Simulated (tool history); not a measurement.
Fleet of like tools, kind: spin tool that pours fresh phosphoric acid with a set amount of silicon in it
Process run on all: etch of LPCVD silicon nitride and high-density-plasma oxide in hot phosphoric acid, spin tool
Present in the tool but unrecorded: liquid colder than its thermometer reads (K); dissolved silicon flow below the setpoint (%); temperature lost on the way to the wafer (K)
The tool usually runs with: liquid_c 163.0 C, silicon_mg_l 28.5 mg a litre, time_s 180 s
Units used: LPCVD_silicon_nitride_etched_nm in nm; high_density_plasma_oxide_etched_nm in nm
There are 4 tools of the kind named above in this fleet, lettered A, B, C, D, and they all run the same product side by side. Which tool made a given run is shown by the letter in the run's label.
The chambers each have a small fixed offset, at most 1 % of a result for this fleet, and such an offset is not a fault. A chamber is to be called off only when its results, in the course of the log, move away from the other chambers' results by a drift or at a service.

| run | hour | liquid_c | silicon_mg_l | time_s | hours since the thermometer was replaced | hours since the dissolved silicon flow meter was replaced | hours since the heated supply line was repaired | read-back film thickness of the LPCVD silicon nitride reference wafer, read on the same gauge (nm) | read-back film thickness of the high-density-plasma oxide reference wafer, read on the same gauge (nm) | LPCVD_silicon_nitride_etched_nm | high_density_plasma_oxide_etched_nm |
|---|---|---|---|---|---|---|---|---|---|---|---|
| 1D | 8.2 | 163.0 | 28.5 | 180 | 2146.7 | 144.0 | 1358.4 | 129.99 | 130.02 | 16.7910 | 0.287140 |
| 2C | 16.6 | 163.0 | 28.5 | 180 | 198.1 | 877.9 | 1498.6 | 130.02 | 129.98 | 16.6730 | 0.293630 |
| 3A | 21.8 | 163.0 | 28.5 | 180 | 2114.0 | 276.1 | 1080.8 | 130.00 | 129.97 | 16.8850 | 0.385030 |
| 4B | 29.5 | 163.0 | 28.5 | 180 | 864.0 | 1241.8 | 250.9 | 130.00 | 129.99 | 16.8300 | 0.281980 |
| 5C | 35.8 | 163.0 | 28.5 | 180 | 217.3 | 897.1 | 1517.8 | 130.02 | 130.02 | 16.6330 | 0.294320 |
| 6D | 41.6 | 163.0 | 28.5 | 75 | 2180.1 | 177.4 | 1391.8 | 130.01 | 130.04 | 6.9931 | 0.147380 |
| 7A | 49.6 | 163.0 | 28.5 | 75 | 2141.8 | 303.9 | 1108.6 | 129.98 | 129.99 | 6.9656 | 0.149570 |
| 8B | 59.5 | 163.0 | 28.5 | 75 | 894.0 | 1271.8 | 280.9 | 130.00 | 130.01 | 6.9722 | 0.140240 |
| 9C | 69.0 | 163.0 | 28.5 | 75 | 250.5 | 930.3 | 1551.0 | 130.00 | 130.01 | 6.9490 | 0.119340 |
| 10B | 74.3 | 163.0 | 28.5 | 180 | 908.8 | 1286.6 | 295.7 | 130.01 | 130.02 | 16.6740 | 0.230410 |
| 11A | 83.2 | 163.0 | 28.5 | 180 | 2175.4 | 337.5 | 1142.2 | 129.99 | 130.02 | 16.8190 | 0.355690 |
| 12D | 88.4 | 163.0 | 41.0 | 110 | 2226.9 | 224.2 | 1438.6 | 129.98 | 129.96 | 10.2270 | 0.110900 |
| 13B | 98.0 | 163.0 | 41.0 | 110 | 932.5 | 1310.3 | 319.4 | 129.99 | 129.95 | 10.2530 | 0.099569 |
| 14A | 107.7 | 163.0 | 41.0 | 110 | 2199.9 | 362.0 | 1166.7 | 129.99 | 130.01 | 10.2340 | 0.094726 |
| 15C | 116.6 | 163.0 | 41.0 | 110 | 298.1 | 977.9 | 1598.6 | 130.01 | 129.99 | 10.1160 | 0.100490 |
| 16D | 121.4 | 163.0 | 11.5 | 180 | 2259.9 | 257.2 | 1471.6 | 130.01 | 129.95 | 16.7490 | 0.567480 |
| 17C | 129.1 | 163.0 | 11.5 | 180 | 310.6 | 990.4 | 1611.1 | 130.00 | 129.93 | 16.7060 | 0.584570 |
| 18A | 137.0 | 163.0 | 11.5 | 180 | 2229.2 | 391.3 | 1196.0 | 129.98 | 130.00 | 16.8620 | 0.495450 |
| 19D | 141.8 | 163.0 | 11.5 | 180 | 2280.3 | 277.6 | 1492.0 | 129.98 | 129.99 | 16.7930 | 0.537460 |
| 20B | 146.9 | 163.0 | 28.5 | 180 | 981.4 | 1359.2 | 368.3 | 129.98 | 130.03 | 16.8580 | 0.352130 |
| 21D | 155.8 | 163.0 | 28.5 | 180 | 2294.3 | 291.6 | 1506.0 | 130.01 | 130.04 | 16.7380 | 0.328280 |
| 22C | 165.3 | 160.5 | 28.5 | 280 | 346.8 | 1026.6 | 1647.3 | 130.00 | 130.00 | 23.9400 | 0.371410 |
| 23A | 171.5 | 160.5 | 28.5 | 280 | 2263.7 | 425.8 | 1230.5 | 129.98 | 129.99 | 23.9110 | 0.448820 |
| 24B | 177.3 | 160.5 | 28.5 | 280 | 1011.8 | 1389.6 | 398.7 | 130.00 | 130.01 | 23.9540 | 0.404390 |
| 25C | 184.7 | 160.5 | 28.5 | 280 | 366.2 | 1046.0 | 1666.7 | 130.00 | 129.96 | 23.9600 | 0.393730 |
| 26B | 192.3 | 163.0 | 28.5 | 180 | 1026.8 | 1404.6 | 413.7 | 130.00 | 129.97 | 16.7240 | 0.321990 |
| 27A | 197.1 | 163.0 | 28.5 | 180 | 2289.3 | 451.4 | 1256.1 | 130.00 | 130.01 | 16.7310 | 0.273290 |
| 28D | 205.1 | 163.0 | 28.5 | 180 | 2343.6 | 340.9 | 1555.3 | 130.04 | 129.98 | 16.7370 | 0.279000 |
| 29C | 212.5 | 165.0 | 28.5 | 180 | 394.0 | 1073.8 | 1694.5 | 129.98 | 130.04 | 17.8500 | 0.347830 |
| 30A | 217.6 | 165.0 | 28.5 | 180 | 2309.8 | 471.9 | 1276.6 | 130.01 | 129.98 | 17.8150 | 0.430590 |
| 31D | 226.7 | 165.0 | 28.5 | 180 | 2365.2 | 362.5 | 1576.9 | 129.99 | 129.99 | 18.0170 | 0.318840 |
| 32B | 231.8 | 165.0 | 28.5 | 180 | 1066.3 | 1444.1 | 453.2 | 129.99 | 130.02 | 17.7690 | 0.420610 |
| 33D | 237.1 | 163.0 | 28.5 | 180 | 2375.6 | 372.9 | 1587.3 | 130.00 | 130.01 | 16.8810 | 0.329330 |
| 34C | 246.5 | 163.0 | 28.5 | 180 | 428.0 | 1107.8 | 1728.5 | 130.01 | 130.03 | 16.7010 | 0.337220 |
| 35A | 252.1 | 163.0 | 28.5 | 180 | 2344.3 | 506.4 | 1311.1 | 130.00 | 129.99 | 16.6080 | 0.326550 |

Which is it: a chamber that has drifted or been left off by a service, a gauge drift common to all chambers, or only each chamber's usual small offset? If a chamber is off, name it and its likeliest cause.

No chamber is off and the gauge is stable; the differences are just each chamber's small, constant offset.
